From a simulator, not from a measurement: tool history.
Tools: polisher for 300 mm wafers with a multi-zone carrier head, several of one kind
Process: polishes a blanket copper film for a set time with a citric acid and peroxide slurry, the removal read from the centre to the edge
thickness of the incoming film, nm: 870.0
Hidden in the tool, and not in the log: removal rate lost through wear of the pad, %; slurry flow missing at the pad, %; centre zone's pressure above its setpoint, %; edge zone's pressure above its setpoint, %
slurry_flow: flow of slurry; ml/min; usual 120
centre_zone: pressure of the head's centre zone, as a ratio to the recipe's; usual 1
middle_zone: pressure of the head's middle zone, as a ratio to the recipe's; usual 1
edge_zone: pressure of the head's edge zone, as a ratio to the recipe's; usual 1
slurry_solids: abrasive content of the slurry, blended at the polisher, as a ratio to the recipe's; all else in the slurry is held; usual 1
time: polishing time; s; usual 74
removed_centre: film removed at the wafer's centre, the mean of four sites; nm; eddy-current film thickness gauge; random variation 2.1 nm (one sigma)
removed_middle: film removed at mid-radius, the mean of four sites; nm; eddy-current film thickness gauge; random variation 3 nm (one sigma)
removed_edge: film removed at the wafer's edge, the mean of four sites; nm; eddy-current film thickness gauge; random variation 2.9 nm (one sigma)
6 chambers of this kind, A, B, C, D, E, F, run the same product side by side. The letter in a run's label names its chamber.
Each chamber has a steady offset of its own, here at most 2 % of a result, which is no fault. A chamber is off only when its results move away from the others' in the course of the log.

run,day,slurry_flow,centre_zone,middle_zone,edge_zone,slurry_solids,time,wafers polished on this pad,hours since the slurry nozzle was cleaned,hours since the centre zone pressure was calibrated,hours since the edge zone pressure was calibrated,removed_centre,removed_middle,removed_edge
# day 0.096: chamber C: worn pad replaced by a new one
1E,0.171,120,1,1,1,1,74,704,12.8,487.5,533.6,202.22,198.88,201.79
# day 0.196: chamber E: worn pad replaced by a new one
2D,0.304,120,1,1,1,1,74,361,36.4,1033.7,193.5,209.46,204.64,197.5
3C,0.475,120,1,1,1,1,74,108,375.4,533.5,288,208.12,208.41,206.17
4A,0.554,120,1,1,1,1,74,661,173.9,205.9,373.8,201.62,215.49,203.2
5F,0.65,120,1,1,1,1,74,281,331.2,685,517.5,201.58,208.41,209.31
# day 0.796: chamber A: worn pad replaced by a new one
6B,0.804,120,1,1,1,1,74,378,612.3,230.4,510.5,205.95,202.84,208.77
7D,0.892,120,1,1,1,1,74,529,50.5,1047.8,207.6,206.19,198.94,204.56
8B,0.971,120,1,1,1,1,74,425,616.3,234.4,514.5,199.52,201.92,206.06
9C,1.133,120,1,1,1,1,74,296,391.2,549.3,303.8,208.01,204.02,202.46
10A,1.308,120,1,1,1,0.9,74,146,192,224,391.9,198.69,199.1,197.6
11E,1.462,120,1,1,1,0.9,74,361,43.8,518.5,564.6,197.48,199.31,202.44
12F,1.55,120,1,1,1,0.9,74,537,352.8,706.6,539.1,198.81,200.64,201
# day 1.567: chamber B: slurry nozzle cleaned
13E,1.704,120,1,1,1,0.9,74,430,49.6,524.3,570.4,202.21,203.87,199.52
14C,1.792,120,1,1,1,0.9,74,484,407,565.1,319.6,202.27,197.49,194.2
# day 1.833: chamber C: worn pad replaced by a new one
15A,1.938,120,1,1,1,0.9,74,325,207.1,239.1,407,199.48,208.21,199.09
16D,2.062,120,1,1,1,1,74,863,78.6,1075.9,235.7,207.38,202.52,197.28
17B,2.179,120,1,1,1,1,74,770,14.8,263.4,543.5,201.33,206.37,204.87
18F,2.346,120,1,1,1,1,74,764,371.9,725.7,558.2,204.13,204.39,203.21
19A,2.479,120,1,1,1,1,74,480,220.1,252.1,420,202.26,206.95,203.55
20F,2.571,120,1,1,1,1,74,828,377.3,731.1,563.6,202.35,208.35,204.34
# day 2.65: chamber E: worn pad replaced by a new one
# day 2.667: chamber D: worn pad replaced by a new one
21B,2.717,120,1,1,1.07,1,74,923,27.7,276.3,556.4,205.23,203.91,217.69
22C,2.804,120,1,1,1.07,1,74,277,431.3,589.4,343.9,208.93,205.35,210.83
23D,2.967,120,1,1,1.07,1,74,86,100.3,1097.6,257.4,203.32,201.68,211.33
# day 3: chamber D: centre zone pressure recalibrated
# day 3.012: chamber A: worn pad replaced by a new one
24E,3.125,120,1,1,1.07,1,74,135,83.7,558.4,604.5,207.48,206.53,212.77
25A,3.208,120,1,1,1.07,1,74,56,237.6,269.6,437.5,199.25,208.5,208.81
# day 3.229: chamber F: centre zone pressure recalibrated
# day 3.292: chamber B: worn pad replaced by a new one
26E,3.338,120,1,1,1.07,1,74,196,88.8,563.5,609.6,203.68,205.91,212.82
27D,3.508,120,1,1,1,1,74,240,113.3,12.2,270.4,224.48,203.42,200.68
28F,3.662,120,1,1,1,1,74,1139,403.5,10.4,589.8,204.79,201.63,205.01
# day 3.762: chamber C: worn pad replaced by a new one
29B,3.808,120,1,1,1,1,74,148,53.9,302.5,582.6,205.6,202.42,204.08
30C,3.904,120,1,1,1,1,74,40,457.7,615.8,370.3,208.17,206.71,199.08
31A,4.042,140,1,1,1.1,1,74,294,257.6,289.6,457.5,208.82,210.65,221.26
32C,4.129,140,1,1,1.1,1,74,104,463.1,621.2,375.7,217.38,213.2,226.31
33F,4.292,140,1,1,1.1,1,74,1319,418.6,25.5,604.9,211.19,212.44,219.18
34B,4.375,140,1,1,1.1,1,74,309,67.5,316.1,596.2,208.61,212.47,226.1
# day 4.412: chamber F: worn pad replaced by a new one
35D,4.546,140,1,1,1.1,1,74,536,138.2,37.1,295.3,234.98,210.82,218.26
36E,4.688,140,1,1,1.1,1,74,580,121.2,595.9,642,214.02,214.31,222.84
37F,4.783,120,1,1,1,1,74,106,430.4,37.3,616.7,202.23,210.52,204.97
# day 4.888: chamber E: worn pad replaced by a new one
38A,4.921,120,1,1,1,1,74,544,278.7,310.7,478.6,201.32,205.15,206.4
39E,5.05,120,1,1,1.1,1,74,46,129.9,604.6,650.7,201.08,207.48,223.49
40C,5.204,120,1,1,1.1,1,74,411,488.9,647,401.5,207.99,203.04,217.24

All 6 chambers run these settings next. Forecast each chamber's results:
41A,5.329,120,1,1,1,1.1,74,,,,,?,?,?
41B,5.329,120,1,1,1,1.1,74,,,,,?,?,?
41C,5.329,120,1,1,1,1.1,74,,,,,?,?,?
41D,5.329,120,1,1,1,1.1,74,,,,,?,?,?
41E,5.329,120,1,1,1,1.1,74,,,,,?,?,?
41F,5.329,120,1,1,1,1.1,74,,,,,?,?,?

run,removed_centre,removed_middle,removed_edge
41A,208.15,209.57,203.84
41B,209.82,208.08,209.82
41C,210.45,211.7,210.07
41D,230.07,207.91,210.76
41E,207.53,212.57,210.32
41F,206.19,207.93,204.45
